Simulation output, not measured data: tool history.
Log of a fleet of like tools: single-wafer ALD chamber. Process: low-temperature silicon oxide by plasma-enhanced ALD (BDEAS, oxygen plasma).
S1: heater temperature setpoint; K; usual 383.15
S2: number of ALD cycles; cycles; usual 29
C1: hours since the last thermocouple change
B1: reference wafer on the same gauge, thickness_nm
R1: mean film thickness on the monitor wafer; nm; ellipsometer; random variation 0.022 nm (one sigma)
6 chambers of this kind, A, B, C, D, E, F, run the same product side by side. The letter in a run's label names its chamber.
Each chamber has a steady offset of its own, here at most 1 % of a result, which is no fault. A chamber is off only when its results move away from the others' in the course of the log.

run 1A hour=8.8 | S1=383.15 S2=29 | C1=61.5 | B1=3.7561 | R1=4.0625
run 2D hour=15.5 | S1=383.15 S2=29 | C1=640.5 | B1=3.7567 | R1=4.0444
run 3E hour=26.4 | S1=383.15 S2=29 | C1=2215.2 | B1=3.7578 | R1=4.0381
run 4C hour=35.4 | S1=383.15 S2=29 | C1=1536.9 | B1=3.7658 | R1=4.1085
run 5F hour=44.8 | S1=390.15 S2=34 | C1=92.6 | B1=3.7578 | R1=4.7383
run 6B hour=55.7 | S1=390.15 S2=34 | C1=2467.0 | B1=3.7596 | R1=4.6864
run 7B hour=64.9 | S1=390.15 S2=34 | C1=2476.2 | B1=3.7550 | R1=4.7053
run 8A hour=72.2 | S1=390.15 S2=34 | C1=124.9 | B1=3.7580 | R1=4.6907
run 9D hour=80.3 | S1=390.15 S2=34 | C1=705.3 | B1=3.7624 | R1=4.6758
run 10E hour=88.2 | S1=390.15 S2=34 | C1=2277.0 | B1=3.7646 | R1=4.7248
run 11F hour=99.7 | S1=383.15 S2=29 | C1=147.5 | B1=3.7650 | R1=4.1045
run 12C hour=110.7 | S1=383.15 S2=29 | C1=1612.2 | B1=3.7616 | R1=4.1136
run 13C hour=120.4 | S1=383.15 S2=29 | C1=1621.9 | B1=3.7626 | R1=4.0896
run 14A hour=129.0 | S1=383.15 S2=29 | C1=181.7 | B1=3.7583 | R1=4.0561
run 15E hour=139.3 | S1=393.15 S2=31 | C1=2328.1 | B1=3.7578 | R1=4.2382
run 16B hour=150.2 | S1=393.15 S2=31 | C1=2561.5 | B1=3.7606 | R1=4.2749
-- hour=154.8 chamber B: thermocouple changed; heater temperature recalibrated
run 17D hour=160.7 | S1=393.15 S2=31 | C1=785.7 | B1=3.7607 | R1=4.2513
run 18F hour=170.7 | S1=393.15 S2=31 | C1=218.5 | B1=3.7621 | R1=4.2939
-- hour=173.9 chamber E: thermocouple changed; heater temperature recalibrated
run 19E hour=177.9 | S1=393.15 S2=31 | C1=4.1 | B1=3.7590 | R1=4.2341
run 20D hour=185.2 | S1=393.15 S2=31 | C1=810.2 | B1=3.7570 | R1=4.3024
run 21C hour=194.0 | S1=383.15 S2=29 | C1=1695.5 | B1=3.7598 | R1=4.1193
run 22B hour=204.3 | S1=395.15 S2=29 | C1=49.5 | B1=3.7591 | R1=3.9568
run 23F hour=209.7 | S1=395.15 S2=29 | C1=257.5 | B1=3.7596 | R1=3.9917
run 24A hour=218.5 | S1=395.15 S2=29 | C1=271.2 | B1=3.7632 | R1=3.9772
run 25D hour=227.7 | S1=395.15 S2=29 | C1=852.7 | B1=3.7580 | R1=3.9950
run 26A hour=237.4 | S1=395.15 S2=29 | C1=290.1 | B1=3.7643 | R1=3.9837
run 27B hour=246.7 | S1=395.15 S2=29 | C1=91.9 | B1=3.7625 | R1=3.9801
run 28E hour=254.1 | S1=383.15 S2=29 | C1=80.3 | B1=3.7560 | R1=4.0689
run 29C hour=260.4 | S1=383.15 S2=29 | C1=1761.9 | B1=3.7568 | R1=4.0827
run 30F hour=270.8 | S1=383.15 S2=29 | C1=318.6 | B1=3.7615 | R1=4.0730
run 31A hour=279.0 | S1=383.15 S2=29 | C1=331.7 | B1=3.7542 | R1=4.0397
run 32C hour=289.6 | S1=383.15 S2=29 | C1=1791.1 | B1=3.7649 | R1=4.0596
run 33D hour=300.3 | S1=383.15 S2=29 | C1=925.3 | B1=3.7585 | R1=4.0642
run 34F hour=308.1 | S1=383.15 S2=29 | C1=355.9 | B1=3.7562 | R1=4.0692
run 35B hour=313.7 | S1=383.15 S2=33 | C1=158.9 | B1=3.7629 | R1=4.5758
run 36E hour=319.8 | S1=383.15 S2=33 | C1=146.0 | B1=3.7657 | R1=4.6179
run 37D hour=328.9 | S1=383.15 S2=33 | C1=953.9 | B1=3.7600 | R1=4.6280
run 38E hour=340.4 | S1=383.15 S2=33 | C1=166.6 | B1=3.7606 | R1=4.5818
run 39F hour=350.2 | S1=383.15 S2=33 | C1=398.0 | B1=3.7680 | R1=4.6453
run 40C hour=360.8 | S1=383.15 S2=33 | C1=1862.3 | B1=3.7621 | R1=4.6175
run 41A hour=367.1 | S1=372.15 S2=25 | C1=419.8 | B1=3.7601 | R1=3.5816
run 42B hour=376.1 | S1=372.15 S2=25 | C1=221.3 | B1=3.7614 | R1=3.6105
run 43F hour=384.0 | S1=372.15 S2=25 | C1=431.8 | B1=3.7604 | R1=3.5980

What goes on in this fleet: one chamber off, a drifting gauge, or nothing beyond the chambers' own small offsets? Name the chamber and the cause, if any.

No chamber stands off beyond its own small offset, and the gauge holds steady.
